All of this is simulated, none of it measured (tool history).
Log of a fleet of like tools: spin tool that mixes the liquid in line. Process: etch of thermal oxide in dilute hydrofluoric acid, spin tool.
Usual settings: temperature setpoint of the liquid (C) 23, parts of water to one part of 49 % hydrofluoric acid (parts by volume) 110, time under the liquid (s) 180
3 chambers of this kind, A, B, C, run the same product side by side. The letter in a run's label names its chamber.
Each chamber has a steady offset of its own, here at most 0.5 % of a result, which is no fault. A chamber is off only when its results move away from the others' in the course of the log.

run	hour	temperature setpoint of the liquid (C)	parts of water to one part of 49 % hydrofluoric acid (parts by volume)	time under the liquid (s)	hours since the thermometer was replaced	hours since the hydrofluoric acid flow meter was replaced	read-back film thickness of the thermal oxide reference wafer, read on the same gauge (nm)	thickness taken off the thermal oxide on a monitor wafer (nm)
1B	15.1	23	110	180	1129.0	928.7	79.995	7.3861
2C	30.4	23	110	180	1111.4	1787.4	79.980	7.3193
# hour 37.0: chamber A: thermometer replaced
3A	42.0	23	110	180	5.0	440.7	79.993	7.4610
4B	57.4	23	110	180	1171.3	971.0	80.004	7.3305
# hour 71.7: chamber C: hydrofluoric acid flow meter replaced
5C	73.2	23	110	180	1154.2	1.6	80.008	7.3865
6A	87.2	23	110	180	50.2	485.9	79.992	7.3306
7C	98.9	23	110	180	1179.9	27.3	79.984	7.2043
8B	114.4	23	110	120	1228.3	1028.0	79.997	4.8235
9A	125.4	23	110	120	88.4	524.1	79.996	4.9130
10B	134.1	23	110	120	1248.0	1047.7	80.000	4.8594
11C	146.5	23	135	230	1227.5	74.9	79.998	7.4606
# hour 152.5: chamber A: hydrofluoric acid flow meter replaced
12A	162.3	23	135	230	125.3	9.9	80.003	7.5693
13B	175.7	23	135	230	1289.6	1089.3	80.003	7.2878
14C	192.3	23	110	180	1273.3	120.7	79.989	7.4407
15A	203.6	23	110	180	166.6	51.2	79.987	7.3656
16B	214.1	23	150	245	1328.0	1127.7	79.980	6.8467
17A	226.5	23	150	245	189.5	74.1	79.993	7.0776
18C	236.5	23	150	245	1317.5	164.9	79.983	7.0177
19C	249.8	23	110	180	1330.8	178.2	80.005	7.2709
20A	258.1	23	145	105	221.1	105.7	79.994	3.1011
21B	268.5	23	145	105	1382.4	1182.1	80.007	3.0318
22A	281.2	23	145	105	244.2	128.8	79.974	3.1301
23C	291.3	23	110	180	1372.3	219.7	80.009	7.2896
24B	299.6	23	110	180	1413.5	1213.2	80.012	7.1129
25B	312.8	23	70	260	1426.7	1226.4	80.008	17.0010
26C	327.3	23	70	260	1408.3	255.7	80.001	17.4250
27A	336.3	23	70	260	299.3	183.9	79.990	17.4840
28B	349.8	23	110	180	1463.7	1263.4	79.983	7.1545
29C	358.6	23	110	180	1439.6	287.0	80.012	7.3131
30A	366.8	23	110	180	329.8	214.4	79.993	7.3280
31C	380.3	21	110	180	1461.3	308.7	79.995	6.7302
32A	395.3	21	110	180	358.3	242.9	79.979	6.8539
33B	408.9	21	110	180	1522.8	1322.5	79.989	6.4167
34C	423.0	23	110	180	1504.0	351.4	79.968	7.3609

All 3 chambers run these settings next. Forecast each chamber's results:
35A	434.8	25	110	180				?
35B	434.8	25	110	180				?
35C	434.8	25	110	180				?

run	thickness taken off the thermal oxide on a monitor wafer (nm)
35A	8.0608
35B	7.6185
35C	7.9280
